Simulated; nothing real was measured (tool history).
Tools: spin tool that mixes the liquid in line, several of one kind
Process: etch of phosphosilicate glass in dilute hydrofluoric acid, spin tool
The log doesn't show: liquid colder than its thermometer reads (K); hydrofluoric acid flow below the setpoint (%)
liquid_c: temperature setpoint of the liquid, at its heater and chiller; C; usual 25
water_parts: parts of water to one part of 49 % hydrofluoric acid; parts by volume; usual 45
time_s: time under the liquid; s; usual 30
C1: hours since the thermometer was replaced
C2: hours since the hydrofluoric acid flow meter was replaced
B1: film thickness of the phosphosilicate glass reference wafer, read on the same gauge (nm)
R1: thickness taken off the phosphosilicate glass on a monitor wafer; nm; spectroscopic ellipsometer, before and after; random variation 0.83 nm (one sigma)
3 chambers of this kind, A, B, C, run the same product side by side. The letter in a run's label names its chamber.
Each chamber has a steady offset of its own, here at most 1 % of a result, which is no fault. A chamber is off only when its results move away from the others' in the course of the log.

run 1A hour=5.5 | liquid_c=25 water_parts=45 time_s=30 | C1=1743.5 C2=654.8 | B1=60.049 | R1=114.19
run 2C hour=12.3 | liquid_c=25 water_parts=45 time_s=30 | C1=890.9 C2=1079.8 | B1=60.01 | R1=113.27
run 3B hour=16 | liquid_c=25 water_parts=45 time_s=30 | C1=1500.6 C2=354.4 | B1=59.971 | R1=112.78
run 4B hour=24.3 | liquid_c=25 water_parts=45 time_s=30 | C1=1508.9 C2=362.7 | B1=60.021 | R1=112.75
run 5A hour=29.1 | liquid_c=25 water_parts=45 time_s=40 | C1=1767.1 C2=678.4 | B1=60.038 | R1=151.63
run 6C hour=35.1 | liquid_c=25 water_parts=45 time_s=40 | C1=913.7 C2=1102.6 | B1=60.003 | R1=149.28
run 7B hour=38.8 | liquid_c=25 water_parts=45 time_s=40 | C1=1523.4 C2=377.2 | B1=59.974 | R1=149.52
run 8A hour=46.7 | liquid_c=25 water_parts=45 time_s=30 | C1=1784.7 C2=696 | B1=59.969 | R1=113.91
run 9C hour=53.6 | liquid_c=25 water_parts=45 time_s=30 | C1=932.2 C2=1121.1 | B1=59.997 | R1=112.28
run 10B hour=60.2 | liquid_c=25 water_parts=45 time_s=30 | C1=1544.8 C2=398.6 | B1=60.009 | R1=110.76
-- hour=61 chamber B: thermometer replaced
run 11A hour=66.3 | liquid_c=26.5 water_parts=45 time_s=30 | C1=1804.3 C2=715.6 | B1=60.025 | R1=118.46
run 12C hour=70.8 | liquid_c=26.5 water_parts=45 time_s=30 | C1=949.4 C2=1138.3 | B1=60.018 | R1=120.38
run 13C hour=77.1 | liquid_c=26.5 water_parts=45 time_s=30 | C1=955.7 C2=1144.6 | B1=59.954 | R1=119.87
run 14A hour=83.7 | liquid_c=25 water_parts=45 time_s=30 | C1=1821.7 C2=733 | B1=60.001 | R1=111.71
run 15B hour=88.7 | liquid_c=25 water_parts=45 time_s=30 | C1=27.7 C2=427.1 | B1=60.019 | R1=114.29
run 16C hour=96.3 | liquid_c=25 water_parts=60 time_s=30 | C1=974.9 C2=1163.8 | B1=60.03 | R1=83.031
run 17B hour=103.3 | liquid_c=25 water_parts=60 time_s=30 | C1=42.3 C2=441.7 | B1=60.016 | R1=83.408
run 18A hour=109.9 | liquid_c=25 water_parts=60 time_s=30 | C1=1847.9 C2=759.2 | B1=59.988 | R1=80.296
run 19B hour=115.3 | liquid_c=25 water_parts=45 time_s=30 | C1=54.3 C2=453.7 | B1=60.005 | R1=113.6
run 20A hour=120.2 | liquid_c=25 water_parts=45 time_s=30 | C1=1858.2 C2=769.5 | B1=60.034 | R1=109.69
run 21C hour=126.7 | liquid_c=25 water_parts=45 time_s=30 | C1=1005.3 C2=1194.2 | B1=59.97 | R1=113
run 22A hour=130.6 | liquid_c=25 water_parts=45 time_s=30 | C1=1868.6 C2=779.9 | B1=59.973 | R1=109.62
run 23C hour=134.3 | liquid_c=25 water_parts=45 time_s=30 | C1=1012.9 C2=1201.8 | B1=60.009 | R1=111.78
run 24B hour=138.9 | liquid_c=25 water_parts=45 time_s=30 | C1=77.9 C2=477.3 | B1=60.038 | R1=111.66
run 25B hour=143.7 | liquid_c=25 water_parts=45 time_s=30 | C1=82.7 C2=482.1 | B1=60.052 | R1=113.87
run 26A hour=147.6 | liquid_c=25 water_parts=45 time_s=30 | C1=1885.6 C2=796.9 | B1=60.012 | R1=108.66
run 27C hour=155.9 | liquid_c=25 water_parts=45 time_s=40 | C1=1034.5 C2=1223.4 | B1=60.025 | R1=151.93
run 28C hour=160.4 | liquid_c=25 water_parts=45 time_s=40 | C1=1039 C2=1227.9 | B1=60.01 | R1=150.76
run 29B hour=166 | liquid_c=25 water_parts=45 time_s=40 | C1=105 C2=504.4 | B1=59.974 | R1=149.29
-- hour=171.7 chamber B: hydrofluoric acid flow meter replaced
run 30A hour=172.3 | liquid_c=27.5 water_parts=45 time_s=25 | C1=1910.3 C2=821.6 | B1=59.989 | R1=98.768
run 31A hour=179.6 | liquid_c=27.5 water_parts=45 time_s=25 | C1=1917.6 C2=828.9 | B1=60.033 | R1=98.159
run 32C hour=184 | liquid_c=27.5 water_parts=45 time_s=25 | C1=1062.6 C2=1251.5 | B1=60.043 | R1=103.44
run 33B hour=190 | liquid_c=25 water_parts=45 time_s=30 | C1=129 C2=18.3 | B1=59.977 | R1=111.86
run 34C hour=197.3 | liquid_c=25 water_parts=45 time_s=30 | C1=1075.9 C2=1264.8 | B1=60.017 | R1=111.32
run 35A hour=204.7 | liquid_c=26.5 water_parts=60 time_s=30 | C1=1942.7 C2=854 | B1=59.971 | R1=82.579
run 36B hour=210.9 | liquid_c=26.5 water_parts=60 time_s=30 | C1=149.9 C2=39.2 | B1=59.963 | R1=88.016
run 37A hour=218.2 | liquid_c=26.5 water_parts=60 time_s=30 | C1=1956.2 C2=867.5 | B1=59.998 | R1=83.23

Is one chamber off against the others, does the gauge drift, or is nothing wrong? If a chamber is off, say which, and what the likeliest cause is.

Chamber A drifts away from the others.
Cause: liquid colder than its thermometer reads (K) = 1.97.
The log may not tell that from: hydrofluoric acid flow below the setpoint (%).

Here are 4 candidates for chamber A's next run, each the usual settings with a change, their results left as question marks. Which one brings its results back in line with what the others give on the usual settings?
In line means no further than this from the other chambers' mean on the usual settings: R1 2.9 nm
run 38A-1 hour=224.1 | liquid_c=25.5 water_parts=45 time_s=30 | R1=?
run 38A-2 hour=224.1 | liquid_c=24.5 water_parts=45 time_s=30 | R1=?
run 38A-3 hour=224.1 | liquid_c=26.5 water_parts=45 time_s=30 | R1=?
run 38A-4 hour=224.1 | liquid_c=23.5 water_parts=45 time_s=30 | R1=?

The other chambers' mean on the usual settings: R1 112.87 nm
run=38A-1 R1=107.59
run=38A-2 R1=103.2
run=38A-3 R1=112.17
run=38A-4 R1=98.921
38A-3 brings the chamber back in line.

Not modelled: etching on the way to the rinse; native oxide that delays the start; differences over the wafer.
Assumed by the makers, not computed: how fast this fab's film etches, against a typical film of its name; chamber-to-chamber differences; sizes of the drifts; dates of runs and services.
